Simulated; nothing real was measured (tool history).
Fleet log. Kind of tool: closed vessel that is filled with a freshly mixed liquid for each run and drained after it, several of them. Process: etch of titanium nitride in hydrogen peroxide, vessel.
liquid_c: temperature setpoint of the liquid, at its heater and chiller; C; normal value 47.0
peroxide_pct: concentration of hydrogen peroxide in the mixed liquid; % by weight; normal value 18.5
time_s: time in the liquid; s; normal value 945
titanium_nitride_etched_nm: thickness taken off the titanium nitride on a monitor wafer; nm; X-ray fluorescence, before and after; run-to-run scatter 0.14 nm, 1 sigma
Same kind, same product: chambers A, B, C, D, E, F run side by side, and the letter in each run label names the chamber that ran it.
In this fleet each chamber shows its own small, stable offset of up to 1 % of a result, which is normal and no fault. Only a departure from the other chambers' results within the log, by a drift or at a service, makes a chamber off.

run   hour  liquid_c  peroxide_pct  time_s  hours since the thermometer was replaced  hours since the peroxide flow meter was replaced  hours since the drum of peroxide was connected  read-back film thickness of the titanium nitride reference wafer, read on the same gauge (nm)  titanium_nitride_etched_nm
       1.8  -- chamber A: peroxide flow meter replaced
 1A    3.4      47.0          18.5     945                                     697.5                                               1.7                                           860.8                                                                                         129.99                     18.3450
 2D    5.8      47.0          18.5     945                                     460.4                                             723.6                                           254.9                                                                                         129.99                     18.1720
 3F    9.5      47.0          18.5     945                                     378.7                                              34.4                                           299.7                                                                                         130.00                     18.3560
 4B   12.0      47.0          18.5     945                                    1772.2                                             217.9                                           201.7                                                                                         130.00                     18.7490
 5C   15.8      47.0          18.5     945                                     393.0                                             375.4                                           695.6                                                                                         130.04                     18.4750
 6E   18.3      47.0          18.5     945                                     768.4                                             603.4                                           294.9                                                                                         129.97                     18.8560
 7F   21.4      47.0          18.5     945                                     390.6                                              46.3                                           311.6                                                                                         129.99                     18.3890
 8B   25.8      47.0          18.5     945                                    1786.0                                             231.7                                           215.5                                                                                         129.97                     18.7520
 9E   30.1      47.0          18.5     945                                     780.2                                             615.2                                           306.7                                                                                         130.01                     18.6510
10D   32.6      47.0          18.5     945                                     487.2                                             750.4                                           281.7                                                                                         129.98                     18.3300
11A   36.5      47.0          23.5     565                                     730.6                                              34.8                                           893.9                                                                                         129.97                     11.5620
12C   39.4      47.0          23.5     565                                     416.6                                             399.0                                           719.2                                                                                         130.00                     11.7780
13D   42.9      47.0          23.5     565                                     497.5                                             760.7                                           292.0                                                                                         130.02                     11.7440
14C   46.9      47.0          23.5     565                                     424.1                                             406.5                                           726.7                                                                                         130.03                     11.6590
15F   51.7      47.0          23.5     565                                     420.9                                              76.6                                           341.9                                                                                         130.01                     11.5220
16E   54.5      47.0          23.5     565                                     804.6                                             639.6                                           331.1                                                                                         129.98                     11.8170
17B   59.2      47.0          18.5     945                                    1819.4                                             265.1                                           248.9                                                                                         130.01                     18.7680
18A   62.4      47.0          18.5     945                                     756.5                                              60.7                                           919.8                                                                                         130.00                     18.7130
19E   66.6      47.0          18.5     945                                     816.7                                             651.7                                           343.2                                                                                         129.98                     18.7330
20C   70.9      47.0          18.5     945                                     448.1                                             430.5                                           750.7                                                                                         130.02                     19.0640
21D   75.4      47.0          18.5     945                                     530.0                                             793.2                                           324.5                                                                                         129.98                     18.5570
22F   77.8      47.0          18.5     945                                     447.0                                             102.7                                           368.0                                                                                         129.99                     18.2160
23A   81.0      47.0          18.5     945                                     775.1                                              79.3                                           938.4                                                                                         130.00                     18.4120
24B   84.7      47.0          18.5     945                                    1844.9                                             290.6                                           274.4                                                                                         130.02                     18.6800
25B   89.0      47.0          18.5     945                                    1849.2                                             294.9                                           278.7                                                                                         130.01                     18.6370
26D   94.1      47.0          18.5     945                                     548.7                                             811.9                                           343.2                                                                                         130.01                     18.4230
27A   98.7      47.0          18.5     945                                     792.8                                              97.0                                           956.1                                                                                         129.98                     18.7070
28C  103.5      37.5          18.5     475                                     480.7                                             463.1                                           783.3                                                                                         130.00                      4.7521
29F  108.6      37.5          18.5     475                                     477.8                                             133.5                                           398.8                                                                                         130.02                      4.4980
30E  112.1      37.5          18.5     475                                     862.2                                             697.2                                           388.7                                                                                         129.98                      4.5657
31B  115.5      37.5          18.5     475                                    1875.7                                             321.4                                           305.2                                                                                         129.99                      4.5528
32E  118.3      37.5          18.5     475                                     868.4                                             703.4                                           394.9                                                                                         129.98                      4.5150
     119.8  -- chamber C: new drum of peroxide connected
33F  121.4      37.5          18.5     475                                     490.6                                             146.3                                           411.6                                                                                         130.03                      4.5250
34C  125.9      47.0          18.5     945                                     503.1                                             485.5                                             6.1                                                                                         130.00                     19.6380
35A  130.8      47.0          15.5     945                                     824.9                                             129.1                                           988.2                                                                                         129.98                     17.7080
36D  135.3      47.0          15.5     945                                     589.9                                             853.1                                           384.4                                                                                         130.00                     18.0000
37A  140.2      47.0          15.5     945                                     834.3                                             138.5                                           997.6                                                                                         129.98                     17.9460
     141.5  -- chamber B: peroxide flow meter replaced
38C  142.6      47.0          15.5     945                                     519.8                                             502.2                                            22.8                                                                                         129.96                     18.9880
39E  145.9      47.0          15.5     945                                     896.0                                             731.0                                           422.5                                                                                         130.00                     18.0370
40F  149.6      47.0          15.5     945                                     518.8                                             174.5                                           439.8                                                                                         130.01                     17.9270
41B  152.5      39.0          18.5    1335                                    1912.7                                              11.0                                           342.2                                                                                         130.03                     14.5420
42D  154.8      39.0          18.5    1335                                     609.4                                             872.6                                           403.9                                                                                         129.99                     14.0940
43A  159.9      39.0          18.5    1335                                     854.0                                             158.2                                          1017.3                                                                                         129.98                     14.1120

One chamber off, gauge drift, or nothing amiss beyond the chambers' own small offsets? If it is a chamber, which one, and what is the likeliest cause?

One chamber, C, drifts off from the rest bit by bit.
What lies behind it: liquid hotter than its thermometer reads (K) = 1.01.

Which of the 4 candidates below, each the usual settings with something changed and its results left as question marks, puts chamber C back in line with what the other chambers give on the usual settings?
In-line tolerance around the mean of the other chambers on the usual settings: titanium_nitride_etched_nm 0.5000 nm
44C-1  163.6      49.0          18.5     945                                                                                                                                                                                                                                                                      ?
44C-2  163.6      47.0          18.5     810                                                                                                                                                                                                                                                                      ?
44C-3  163.6      46.0          18.5     945                                                                                                                                                                                                                                                                      ?
44C-4  163.6      48.0          18.5     945                                                                                                                                                                                                                                                                      ?

Mean of the other chambers on the usual settings: titanium_nitride_etched_nm 18.5780 nm
  run  titanium_nitride_etched_nm
44C-1                     23.3510
44C-2                     17.3200
44C-3                     18.7770
44C-4                     21.7190
It is 44C-3 that realigns the chamber with its peers.

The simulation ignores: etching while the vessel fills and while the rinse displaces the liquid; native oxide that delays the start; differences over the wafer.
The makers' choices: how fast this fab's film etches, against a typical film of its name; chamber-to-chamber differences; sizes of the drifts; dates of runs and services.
